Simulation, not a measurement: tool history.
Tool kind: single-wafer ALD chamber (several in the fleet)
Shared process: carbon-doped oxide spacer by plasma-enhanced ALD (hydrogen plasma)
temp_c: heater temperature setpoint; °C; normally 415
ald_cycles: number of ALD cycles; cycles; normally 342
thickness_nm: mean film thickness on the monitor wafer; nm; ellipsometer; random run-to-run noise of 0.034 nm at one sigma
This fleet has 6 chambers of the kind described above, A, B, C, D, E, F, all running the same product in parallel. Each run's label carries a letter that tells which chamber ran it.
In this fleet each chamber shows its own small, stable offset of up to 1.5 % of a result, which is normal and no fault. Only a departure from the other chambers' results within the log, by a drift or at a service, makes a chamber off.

| run | hour | temp_c | ald_cycles | read-back reference wafer on the same gauge, thickness_nm | thickness_nm |
|---|---|---|---|---|---|
| 1F | 8.7 | 415 | 342 | 19.195 | 16.151 |
| 2E | 19.3 | 415 | 342 | 19.203 | 16.219 |
| 3B | 28 | 415 | 342 | 19.214 | 16.444 |
| 4C | 37.1 | 415 | 342 | 19.199 | 16.315 |
| 5A | 44.3 | 415 | 342 | 19.213 | 16.212 |
| 6D | 56.5 | 415 | 342 | 19.19 | 16.488 |
| 7C | 67.4 | 415 | 342 | 19.206 | 16.428 |
| 8A | 78.2 | 415 | 342 | 19.203 | 16.258 |
| 9F | 92.1 | 415 | 342 | 19.197 | 16.133 |
| 10E | 104.2 | 415 | 342 | 19.202 | 16.257 |
| 11D | 113.9 | 406 | 384 | 19.206 | 19.022 |
| 12B | 123 | 406 | 384 | 19.196 | 18.953 |
| 13A | 136 | 406 | 384 | 19.202 | 18.764 |
| 14D | 144 | 406 | 384 | 19.209 | 19.026 |
| 15B | 156 | 406 | 384 | 19.192 | 18.987 |
| 16C | 162 | 406 | 384 | 19.193 | 18.906 |
| 17E | 170.4 | 415 | 342 | 19.197 | 16.251 |
| 18F | 177.9 | 426 | 342 | 19.202 | 15.639 |
| 19B | 189 | 426 | 342 | 19.208 | 15.946 |
| 20A | 195.3 | 426 | 342 | 19.192 | 15.724 |
| 21F | 202.7 | 426 | 342 | 19.198 | 15.643 |
| 22C | 211.1 | 426 | 342 | 19.199 | 15.84 |
| 23D | 217.1 | 426 | 342 | 19.191 | 15.991 |
| 24E | 226.7 | 415 | 342 | 19.203 | 16.267 |
| 25E | 233 | 415 | 342 | 19.193 | 16.254 |
| 26B | 243.9 | 415 | 342 | 19.197 | 16.45 |
| 27A | 255 | 415 | 308 | 19.191 | 14.634 |
| 28D | 264.5 | 415 | 308 | 19.202 | 14.828 |
| 29C | 275.2 | 415 | 308 | 19.198 | 14.729 |
| 30F | 282.6 | 415 | 308 | 19.198 | 14.554 |
| 31E | 292.3 | 415 | 308 | 19.192 | 14.628 |
| 32D | 299.8 | 415 | 308 | 19.203 | 14.889 |
| 33C | 311.4 | 415 | 342 | 19.206 | 16.343 |
| 34F | 318.1 | 415 | 342 | 19.194 | 16.189 |
| 35B | 326.4 | 415 | 342 | 19.198 | 16.505 |
| 36A | 332.6 | 415 | 342 | 19.195 | 16.3 |

The same settings go to every chamber for the next run, one line per chamber below. Forecast the results for each:
| 37A | 342.7 | 415 | 342 |  | ? |
| 37B | 342.7 | 415 | 342 |  | ? |
| 37C | 342.7 | 415 | 342 |  | ? |
| 37D | 342.7 | 415 | 342 |  | ? |
| 37E | 342.7 | 415 | 342 |  | ? |
| 37F | 342.7 | 415 | 342 |  | ? |

| run | thickness_nm |
|---|---|
| 37A | 16.268 |
| 37B | 16.431 |
| 37C | 16.351 |
| 37D | 16.47 |
| 37E | 16.223 |
| 37F | 16.09 |
